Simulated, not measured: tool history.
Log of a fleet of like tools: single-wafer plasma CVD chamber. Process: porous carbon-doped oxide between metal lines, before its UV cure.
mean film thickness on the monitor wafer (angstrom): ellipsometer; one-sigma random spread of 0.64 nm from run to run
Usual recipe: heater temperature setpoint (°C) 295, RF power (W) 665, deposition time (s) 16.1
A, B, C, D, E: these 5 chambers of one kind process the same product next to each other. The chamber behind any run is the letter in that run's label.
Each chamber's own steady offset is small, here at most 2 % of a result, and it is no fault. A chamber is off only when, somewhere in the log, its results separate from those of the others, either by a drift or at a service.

| run | hour | heater temperature setpoint (°C) | RF power (W) | deposition time (s) | read-back reference wafer on the same gauge, thickness_nm | mean film thickness on the monitor wafer (angstrom) |
|---|---|---|---|---|---|---|
| 1E | 5.6 | 295 | 665 | 16.1 | 108.90 | 1084.10 |
| 2A | 10.5 | 295 | 665 | 16.1 | 109.21 | 1097.60 |
| 3B | 17.2 | 295 | 665 | 16.1 | 109.16 | 1120.30 |
| 4C | 23.0 | 295 | 665 | 16.1 | 109.02 | 1096.00 |
| 5D | 28.8 | 301 | 665 | 17.6 | 109.26 | 1168.10 |
| 6C | 33.1 | 301 | 665 | 17.6 | 109.03 | 1152.80 |
| 7E | 40.3 | 301 | 665 | 17.6 | 108.93 | 1144.40 |
| 8B | 49.1 | 301 | 665 | 17.6 | 108.94 | 1158.00 |
| 9D | 56.4 | 301 | 665 | 17.6 | 109.06 | 1152.00 |
|  | 56.9 | chamber C: RF generator calibrated |
| 10A | 61.1 | 302 | 665 | 14.7 | 108.96 | 960.87 |
| 11E | 66.2 | 302 | 665 | 14.7 | 109.10 | 940.14 |
| 12C | 73.9 | 302 | 665 | 14.7 | 109.08 | 959.39 |
| 13B | 80.4 | 302 | 665 | 14.7 | 109.01 | 980.67 |
| 14A | 84.5 | 302 | 665 | 14.7 | 108.93 | 968.94 |
| 15D | 90.0 | 295 | 665 | 16.1 | 109.03 | 1108.20 |
| 16B | 94.3 | 295 | 665 | 16.1 | 108.97 | 1112.30 |
| 17E | 102.6 | 295 | 665 | 16.1 | 109.10 | 1061.60 |
| 18D | 108.8 | 295 | 665 | 16.1 | 108.89 | 1106.10 |
| 19A | 114.7 | 295 | 665 | 16.1 | 108.98 | 1102.80 |
| 20C | 119.0 | 295 | 665 | 16.1 | 109.09 | 1108.30 |
|  | 124.7 | chamber B: thermocouple changed; heater temperature recalibrated |
| 21B | 126.2 | 295 | 665 | 16.1 | 109.08 | 1122.20 |
| 22E | 131.9 | 295 | 665 | 16.1 | 109.19 | 1052.20 |
| 23D | 140.5 | 295 | 665 | 16.1 | 108.91 | 1104.70 |
| 24A | 145.8 | 295 | 665 | 16.1 | 109.07 | 1097.50 |
| 25C | 153.1 | 295 | 665 | 16.1 | 109.09 | 1106.90 |
| 26B | 160.6 | 295 | 665 | 16.1 | 109.11 | 1115.00 |
| 27C | 166.3 | 295 | 665 | 16.1 | 108.99 | 1096.20 |
| 28E | 171.1 | 295 | 790 | 16.1 | 108.97 | 1170.80 |
| 29D | 179.5 | 295 | 790 | 16.1 | 109.00 | 1242.00 |
| 30A | 183.9 | 295 | 790 | 16.1 | 109.24 | 1229.70 |

Which is it: a chamber that has drifted or been left off by a service, a gauge drift common to all chambers, or only each chamber's usual small offset? If a chamber is off, name it and its likeliest cause.

Chamber E drifts away from the others.
What lies behind it: delivered RF power below the setpoint (%) = 6.91.

Below are 4 candidate recipes for chamber E's next run, each the usual settings with a change, their results shown as question marks. Which of them brings E's results back in line with what the other chambers give on the usual settings?
In line here means within this much of the mean the other chambers give on the usual settings: mean film thickness on the monitor wafer (angstrom) 22.00
| 31E-1 | 190.4 | 296 | 650 | 15.5 |  | ? |
| 31E-2 | 190.4 | 295 | 575 | 16.1 |  | ? |
| 31E-3 | 190.4 | 295 | 665 | 17.1 |  | ? |
| 31E-4 | 190.4 | 295 | 765 | 16.1 |  | ? |

On the usual settings, the other chambers give on average: mean film thickness on the monitor wafer (angstrom) 1103.40
| run | mean film thickness on the monitor wafer (angstrom) |
|---|---|
| 31E-1 | 977.97 |
| 31E-2 | 941.20 |
| 31E-3 | 1097.90 |
| 31E-4 | 1134.50 |
The right change is 31E-3: it brings the chamber back within the allowed miss of the others.
